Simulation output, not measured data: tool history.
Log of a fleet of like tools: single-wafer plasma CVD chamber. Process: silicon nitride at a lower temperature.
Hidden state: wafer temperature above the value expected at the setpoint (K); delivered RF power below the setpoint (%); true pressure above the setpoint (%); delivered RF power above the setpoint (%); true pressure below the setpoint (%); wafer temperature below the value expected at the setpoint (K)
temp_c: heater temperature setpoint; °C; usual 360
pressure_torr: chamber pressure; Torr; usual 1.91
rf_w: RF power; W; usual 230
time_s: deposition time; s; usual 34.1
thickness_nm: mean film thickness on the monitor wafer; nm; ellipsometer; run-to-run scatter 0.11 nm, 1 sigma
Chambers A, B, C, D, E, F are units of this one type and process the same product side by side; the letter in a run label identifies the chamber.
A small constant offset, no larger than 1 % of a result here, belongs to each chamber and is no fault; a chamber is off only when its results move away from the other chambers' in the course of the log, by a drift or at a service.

run,hour,temp_c,pressure_torr,rf_w,time_s,hours since the last thermocouple change,hours since the last RF generator calibration,hours since the last manometer calibration,"read-back reference wafer on the same gauge, thickness_nm",thickness_nm
1D,7.3,360,1.91,230,34.1,164.5,796,13.5,32.108,34.754
2C,12.9,360,1.91,230,34.1,721.1,2022.3,546.2,32.094,35.096
# hour 14.8: chamber E: capacitance manometer re-zeroed and calibrated
3F,25.1,360,1.91,230,34.1,1923.2,995.8,400.4,32.099,34.577
4E,32.1,360,1.91,230,34.1,299.7,930.8,17.4,32.123,34.933
5B,38.4,360,1.91,230,34.1,114.4,226.8,1623.5,32.099,34.928
6A,45.2,368,1.91,230,39.7,2648.3,77.8,405.9,32.078,40.388
# hour 47: chamber C: RF generator calibrated
7D,52.9,368,1.91,230,39.7,210.1,841.6,59.1,32.098,40.542
8E,64.2,368,1.91,230,39.7,331.8,962.9,49.5,32.103,40.499
9B,72.7,368,1.91,230,39.7,148.7,261.1,1657.8,32.109,40.344
10C,84.8,368,1.91,230,39.7,793,37.8,618.1,32.125,40.731
11F,93.7,368,1.91,230,39.7,1991.8,1064.4,469,32.116,39.899
12A,101.3,360,1.91,230,34.1,2704.4,133.9,462,32.091,34.602
13C,110.3,360,1.91,230,34.1,818.5,63.3,643.6,32.12,35.107
14D,117.1,346,1.91,230,34.1,274.3,905.8,123.3,32.097,34.86
15A,126.9,346,1.91,230,34.1,2730,159.5,487.6,32.115,35.049
# hour 132.8: chamber E: RF generator calibrated
16F,135.9,346,1.91,230,34.1,2034,1106.6,511.2,32.076,34.294
17E,145.8,346,1.91,230,34.1,413.4,13,131.1,32.081,35.067
18B,156.4,346,1.91,230,34.1,232.4,344.8,1741.5,32.124,35.261
19A,167.6,346,1.91,230,34.1,2770.7,200.2,528.3,32.093,35.132
20C,176.3,360,1.91,230,34.1,884.5,129.3,709.6,32.111,34.977
21B,188.2,360,1.91,230,34.1,264.2,376.6,1773.3,32.108,34.822
22E,196.7,360,1.91,230,34.1,464.3,63.9,182,32.142,34.828
23F,209,360,1.91,230,34.1,2107.1,1179.7,584.3,32.114,34.008
# hour 213.3: chamber A: thermocouple changed; heater temperature recalibrated
24D,214.4,360,1.91,230,34.1,371.6,1003.1,220.6,32.111,34.745
25F,220.5,360,1.91,230,34.1,2118.6,1191.2,595.8,32.09,34.137
26A,231.1,360,1.91,230,34.1,17.9,263.7,591.8,32.111,34.815
27E,240.6,360,1.91,230,34.1,508.2,107.8,225.9,32.11,34.932
# hour 246.4: chamber B: capacitance manometer re-zeroed and calibrated
28B,251.6,369,2.37,230,34.1,327.6,440,5.3,32.108,36.702
29D,257.2,369,2.37,230,34.1,414.4,1045.9,263.4,32.094,36.603
30C,266.9,369,2.37,230,34.1,975.1,219.9,800.2,32.1,36.964
31C,279.2,369,2.37,230,34.1,987.4,232.2,812.5,32.115,36.767
32E,289.3,369,2.37,230,34.1,556.9,156.5,274.6,32.108,36.642
33A,300.3,369,2.37,230,34.1,87.1,332.9,661,32.113,36.782
# hour 305.7: chamber C: thermocouple changed; heater temperature recalibrated
34F,310.2,360,1.53,230,34.1,2208.3,1280.9,685.5,32.091,31.862
35B,317.2,360,1.53,230,34.1,393.2,505.6,70.9,32.119,32.794
36D,322.6,360,1.53,230,34.1,479.8,1111.3,328.8,32.095,32.843
37A,328.1,360,1.53,230,34.1,114.9,360.7,688.8,32.102,32.619
38D,339.9,360,1.53,230,34.1,497.1,1128.6,346.1,32.111,32.815
39B,345.3,360,1.53,230,34.1,421.3,533.7,99,32.094,32.776
# hour 346.6: chamber F: thermocouple changed; heater temperature recalibrated
40E,356.5,360,1.91,230,34.1,624.1,223.7,341.8,32.103,34.858
41C,363.2,360,1.91,230,34.1,57.6,316.2,896.5,32.119,34.887
42F,375,360,1.91,230,31.8,28.4,1345.7,750.3,32.102,31.452
43C,382.6,360,1.91,230,31.8,77,335.6,915.9,32.113,32.706
44A,394.9,360,1.91,230,31.8,181.7,427.5,755.6,32.083,32.445

Is one chamber out of step, is the gauge drifting, or do the chambers differ by no more than their own small offsets? For an off chamber, give its letter and the likeliest cause.

Little by little, chamber F moves away from the other chambers.
Likeliest cause: delivered RF power below the setpoint (%) = 3.33.
With only this log, it may be confused with: true pressure below the setpoint (%).

Which of the 4 candidates below, each the usual settings with something changed and its results left as question marks, puts chamber F back in line with what the other chambers give on the usual settings?
In line means no further than this from the other chambers' mean on the usual settings: thickness_nm 0.37 nm
45F-1,403.8,360,1.91,230,35.4,,,,,?
45F-2,403.8,360,1.91,230,32.8,,,,,?
45F-3,403.8,360,1.91,235,34.1,,,,,?
45F-4,403.8,360,1.89,225,34.1,,,,,?

Usual-settings mean across the other chambers: thickness_nm 34.884 nm
run,thickness_nm
45F-1,34.975
45F-2,32.411
45F-3,34.241
45F-4,33.047
The right change is 45F-1: it brings the chamber back within the allowed miss of the others.
